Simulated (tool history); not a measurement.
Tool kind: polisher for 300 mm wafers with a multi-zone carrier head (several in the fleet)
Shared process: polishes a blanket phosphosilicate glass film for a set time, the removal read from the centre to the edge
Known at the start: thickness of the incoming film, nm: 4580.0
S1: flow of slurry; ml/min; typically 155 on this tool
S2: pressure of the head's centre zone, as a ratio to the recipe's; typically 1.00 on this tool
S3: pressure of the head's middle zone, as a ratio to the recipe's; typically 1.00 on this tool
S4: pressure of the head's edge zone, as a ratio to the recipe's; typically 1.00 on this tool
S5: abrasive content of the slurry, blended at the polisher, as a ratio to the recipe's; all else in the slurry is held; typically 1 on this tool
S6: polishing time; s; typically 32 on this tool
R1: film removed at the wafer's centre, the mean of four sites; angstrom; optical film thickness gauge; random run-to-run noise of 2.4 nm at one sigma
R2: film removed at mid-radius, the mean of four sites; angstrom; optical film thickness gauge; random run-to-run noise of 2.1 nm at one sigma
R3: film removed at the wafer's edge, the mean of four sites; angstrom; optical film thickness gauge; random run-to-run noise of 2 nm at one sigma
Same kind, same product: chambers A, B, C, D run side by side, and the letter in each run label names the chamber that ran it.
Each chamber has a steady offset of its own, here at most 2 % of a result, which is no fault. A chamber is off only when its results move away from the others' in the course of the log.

{"hour": 0.6, "done": "chamber B: centre zone pressure recalibrated"}
{"run": "1D", "hour": 12.5, "S1": 155, "S2": 1.0, "S3": 1.0, "S4": 1.0, "S5": 1, "S6": 32, "R1": 2028.5, "R2": 2049.7, "R3": 2057.3}
{"run": "2A", "hour": 21.3, "S1": 155, "S2": 1.0, "S3": 1.0, "S4": 1.0, "S5": 1, "S6": 32, "R1": 2058.0, "R2": 2054.5, "R3": 2044.5}
{"run": "3C", "hour": 28.7, "S1": 155, "S2": 1.0, "S3": 1.0, "S4": 1.0, "S5": 1, "S6": 32, "R1": 2031.4, "R2": 2038.6, "R3": 2053.1}
{"run": "4B", "hour": 39.2, "S1": 155, "S2": 1.0, "S3": 1.0, "S4": 1.0, "S5": 1, "S6": 32, "R1": 2071.8, "R2": 2041.9, "R3": 2046.9}
{"run": "5A", "hour": 48.5, "S1": 155, "S2": 1.0, "S3": 1.0, "S4": 1.0, "S5": 1, "S6": 32, "R1": 2085.2, "R2": 2075.5, "R3": 2063.3}
{"run": "6D", "hour": 60.5, "S1": 155, "S2": 1.0, "S3": 1.0, "S4": 1.0, "S5": 1, "S6": 32, "R1": 2039.4, "R2": 2066.0, "R3": 2055.5}
{"hour": 63.5, "done": "chamber D: worn pad replaced by a new one"}
{"run": "7B", "hour": 71.1, "S1": 155, "S2": 1.0, "S3": 1.06, "S4": 1.08, "S5": 1, "S6": 32, "R1": 2075.2, "R2": 2165.8, "R3": 2109.0}
{"run": "8C", "hour": 79.4, "S1": 155, "S2": 1.0, "S3": 1.06, "S4": 1.08, "S5": 1, "S6": 32, "R1": 2012.5, "R2": 2107.5, "R3": 2166.2}
{"hour": 82.4, "done": "chamber B: worn pad replaced by a new one"}
{"run": "9C", "hour": 90.4, "S1": 155, "S2": 1.0, "S3": 1.06, "S4": 1.08, "S5": 1, "S6": 32, "R1": 2037.5, "R2": 2138.9, "R3": 2113.2}
{"hour": 91.8, "done": "chamber A: worn pad replaced by a new one"}
{"run": "10A", "hour": 97.1, "S1": 155, "S2": 1.0, "S3": 1.06, "S4": 1.08, "S5": 1, "S6": 32, "R1": 2017.3, "R2": 2162.0, "R3": 2114.2}
{"hour": 102.6, "done": "chamber A: slurry nozzle cleaned"}
{"run": "11D", "hour": 104.7, "S1": 155, "S2": 1.0, "S3": 1.0, "S4": 1.0, "S5": 1, "S6": 32, "R1": 2036.2, "R2": 2077.3, "R3": 2096.5}
{"run": "12B", "hour": 115.8, "S1": 155, "S2": 1.0, "S3": 1.0, "S4": 1.0, "S5": 1, "S6": 32, "R1": 2059.7, "R2": 2066.3, "R3": 2023.3}
{"run": "13D", "hour": 122.5, "S1": 155, "S2": 1.0, "S3": 1.0, "S4": 0.93, "S5": 1, "S6": 32, "R1": 2056.6, "R2": 2058.9, "R3": 1999.2}
{"run": "14A", "hour": 129.3, "S1": 155, "S2": 1.0, "S3": 1.0, "S4": 0.93, "S5": 1, "S6": 32, "R1": 2057.7, "R2": 2084.2, "R3": 1986.9}
{"hour": 136.5, "done": "chamber A: edge zone pressure recalibrated"}
{"run": "15C", "hour": 139.4, "S1": 155, "S2": 1.0, "S3": 1.0, "S4": 0.93, "S5": 1, "S6": 32, "R1": 2026.5, "R2": 2015.1, "R3": 1960.8}
{"hour": 144.6, "done": "chamber C: worn pad replaced by a new one"}
{"run": "16B", "hour": 146.9, "S1": 155, "S2": 1.0, "S3": 1.0, "S4": 0.93, "S5": 1, "S6": 32, "R1": 2065.6, "R2": 2043.6, "R3": 1981.1}
{"hour": 156.5, "done": "chamber D: centre zone pressure recalibrated"}
{"run": "17D", "hour": 158.8, "S1": 155, "S2": 1.0, "S3": 1.0, "S4": 1.0, "S5": 1, "S6": 32, "R1": 2007.8, "R2": 2026.7, "R3": 2015.5}
{"run": "18C", "hour": 170.8, "S1": 155, "S2": 1.0, "S3": 1.0, "S4": 1.0, "S5": 1, "S6": 32, "R1": 2002.8, "R2": 2015.6, "R3": 2025.7}
{"hour": 179.1, "done": "chamber D: worn pad replaced by a new one"}
{"run": "19A", "hour": 179.3, "S1": 155, "S2": 1.0, "S3": 1.0, "S4": 1.0, "S5": 1, "S6": 32, "R1": 2105.5, "R2": 2028.2, "R3": 2074.1}
{"run": "20B", "hour": 191.1, "S1": 155, "S2": 1.0, "S3": 1.0, "S4": 1.0, "S5": 1, "S6": 32, "R1": 2089.3, "R2": 2084.3, "R3": 2032.8}
{"run": "21C", "hour": 204.2, "S1": 155, "S2": 1.0, "S3": 1.06, "S4": 1.05, "S5": 1, "S6": 32, "R1": 2003.5, "R2": 2134.9, "R3": 2114.0}
{"hour": 213.7, "done": "chamber B: worn pad replaced by a new one"}
{"run": "22B", "hour": 215.9, "S1": 155, "S2": 1.0, "S3": 1.06, "S4": 1.05, "S5": 1, "S6": 32, "R1": 2043.3, "R2": 2203.2, "R3": 2055.7}
{"run": "23D", "hour": 227.1, "S1": 155, "S2": 1.0, "S3": 1.06, "S4": 1.05, "S5": 1, "S6": 32, "R1": 2039.4, "R2": 2182.5, "R3": 2117.8}
{"run": "24A", "hour": 234.8, "S1": 155, "S2": 1.0, "S3": 1.06, "S4": 1.05, "S5": 1, "S6": 32, "R1": 2161.9, "R2": 2148.3, "R3": 2102.4}
{"run": "25D", "hour": 243.3, "S1": 155, "S2": 1.0, "S3": 1.0, "S4": 1.0, "S5": 1, "S6": 32, "R1": 2051.9, "R2": 2033.2, "R3": 2061.0}
{"run": "26B", "hour": 249.7, "S1": 155, "S2": 1.0, "S3": 1.0, "S4": 1.0, "S5": 1, "S6": 32, "R1": 2071.4, "R2": 2023.8, "R3": 2071.5}
{"hour": 257.5, "done": "chamber A: worn pad replaced by a new one"}
{"hour": 261.9, "done": "chamber D: slurry nozzle cleaned"}
{"run": "27C", "hour": 262.6, "S1": 155, "S2": 1.0, "S3": 1.0, "S4": 1.0, "S5": 1, "S6": 32, "R1": 1981.8, "R2": 2041.3, "R3": 2057.0}
{"run": "28A", "hour": 268.4, "S1": 155, "S2": 1.0, "S3": 1.0, "S4": 1.07, "S5": 1, "S6": 32, "R1": 2134.8, "R2": 2028.5, "R3": 2143.4}
{"run": "29D", "hour": 274.0, "S1": 155, "S2": 1.0, "S3": 1.0, "S4": 1.07, "S5": 1, "S6": 32, "R1": 2039.2, "R2": 2098.0, "R3": 2151.3}
{"run": "30A", "hour": 281.6, "S1": 155, "S2": 1.0, "S3": 1.0, "S4": 1.07, "S5": 1, "S6": 32, "R1": 2220.5, "R2": 2051.7, "R3": 2110.0}
{"hour": 283.7, "done": "chamber D: worn pad replaced by a new one"}
{"run": "31B", "hour": 287.3, "S1": 155, "S2": 1.0, "S3": 1.0, "S4": 1.07, "S5": 1, "S6": 32, "R1": 2088.3, "R2": 2054.6, "R3": 2129.5}
{"hour": 289.8, "done": "chamber C: slurry nozzle cleaned"}
{"run": "32C", "hour": 295.2, "S1": 155, "S2": 1.0, "S3": 1.0, "S4": 1.0, "S5": 1, "S6": 32, "R1": 2011.5, "R2": 2053.9, "R3": 2061.6}
{"run": "33C", "hour": 301.5, "S1": 155, "S2": 1.0, "S3": 1.0, "S4": 1.0, "S5": 1, "S6": 32, "R1": 2037.9, "R2": 2046.2, "R3": 2044.9}
{"run": "34A", "hour": 309.0, "S1": 155, "S2": 1.0, "S3": 1.0, "S4": 1.0, "S5": 1, "S6": 32, "R1": 2207.2, "R2": 2029.3, "R3": 2045.8}
{"run": "35B", "hour": 315.9, "S1": 155, "S2": 1.0, "S3": 1.0, "S4": 1.0, "S5": 1, "S6": 32, "R1": 2081.2, "R2": 2067.1, "R3": 2062.0}
{"hour": 326.0, "done": "chamber C: worn pad replaced by a new one"}
{"run": "36D", "hour": 326.6, "S1": 155, "S2": 1.0, "S3": 1.0, "S4": 1.0, "S5": 1, "S6": 32, "R1": 2058.3, "R2": 2033.5, "R3": 2079.9}
{"run": "37C", "hour": 337.9, "S1": 155, "S2": 0.95, "S3": 1.0, "S4": 1.0, "S5": 1, "S6": 32, "R1": 1903.6, "R2": 2036.5, "R3": 2045.9}
{"run": "38D", "hour": 347.6, "S1": 155, "S2": 0.95, "S3": 1.0, "S4": 1.0, "S5": 1, "S6": 32, "R1": 1905.1, "R2": 2024.8, "R3": 2028.7}

Which is it: a chamber that has drifted or been left off by a service, a gauge drift common to all chambers, or only each chamber's usual small offset? If a chamber is off, name it and its likeliest cause.

It is chamber A that slowly wanders off from its peers.
What lies behind it: centre zone's pressure above its setpoint, % = 7.21.

Here are 4 candidates for chamber A's next run, each the usual settings with a change, their results left as question marks. Which one brings its results back in line with what the others give on the usual settings?
In-line tolerance around the mean of the other chambers on the usual settings: R1 84.0 angstrom; R2 74.0 angstrom; R3 70.0 angstrom
{"run": "39A-1", "hour": 356.9, "S1": 150, "S2": 0.94, "S3": 1.01, "S4": 1.02, "S5": 1, "S6": 32, "R1": "?", "R2": "?", "R3": "?"}
{"run": "39A-2", "hour": 356.9, "S1": 160, "S2": 1.06, "S3": 0.99, "S4": 0.98, "S5": 1, "S6": 32, "R1": "?", "R2": "?", "R3": "?"}
{"run": "39A-3", "hour": 356.9, "S1": 165, "S2": 1.12, "S3": 0.97, "S4": 0.96, "S5": 1, "S6": 32, "R1": "?", "R2": "?", "R3": "?"}
{"run": "39A-4", "hour": 356.9, "S1": 145, "S2": 0.88, "S3": 1.03, "S4": 1.04, "S5": 1, "S6": 32, "R1": "?", "R2": "?", "R3": "?"}

Average result of the remaining chambers running the usual settings: R1 2042.9 angstrom; R2 2046.0 angstrom; R3 2051.1 angstrom
run=39A-1 R1=2038.1 R2=2056.0 R3=2063.6
run=39A-2 R1=2353.8 R2=2040.9 R3=2038.6
run=39A-3 R1=2512.9 R2=2013.0 R3=2025.4
run=39A-4 R1=1882.1 R2=2080.8 R3=2074.7
It is 39A-1 that realigns the chamber with its peers.

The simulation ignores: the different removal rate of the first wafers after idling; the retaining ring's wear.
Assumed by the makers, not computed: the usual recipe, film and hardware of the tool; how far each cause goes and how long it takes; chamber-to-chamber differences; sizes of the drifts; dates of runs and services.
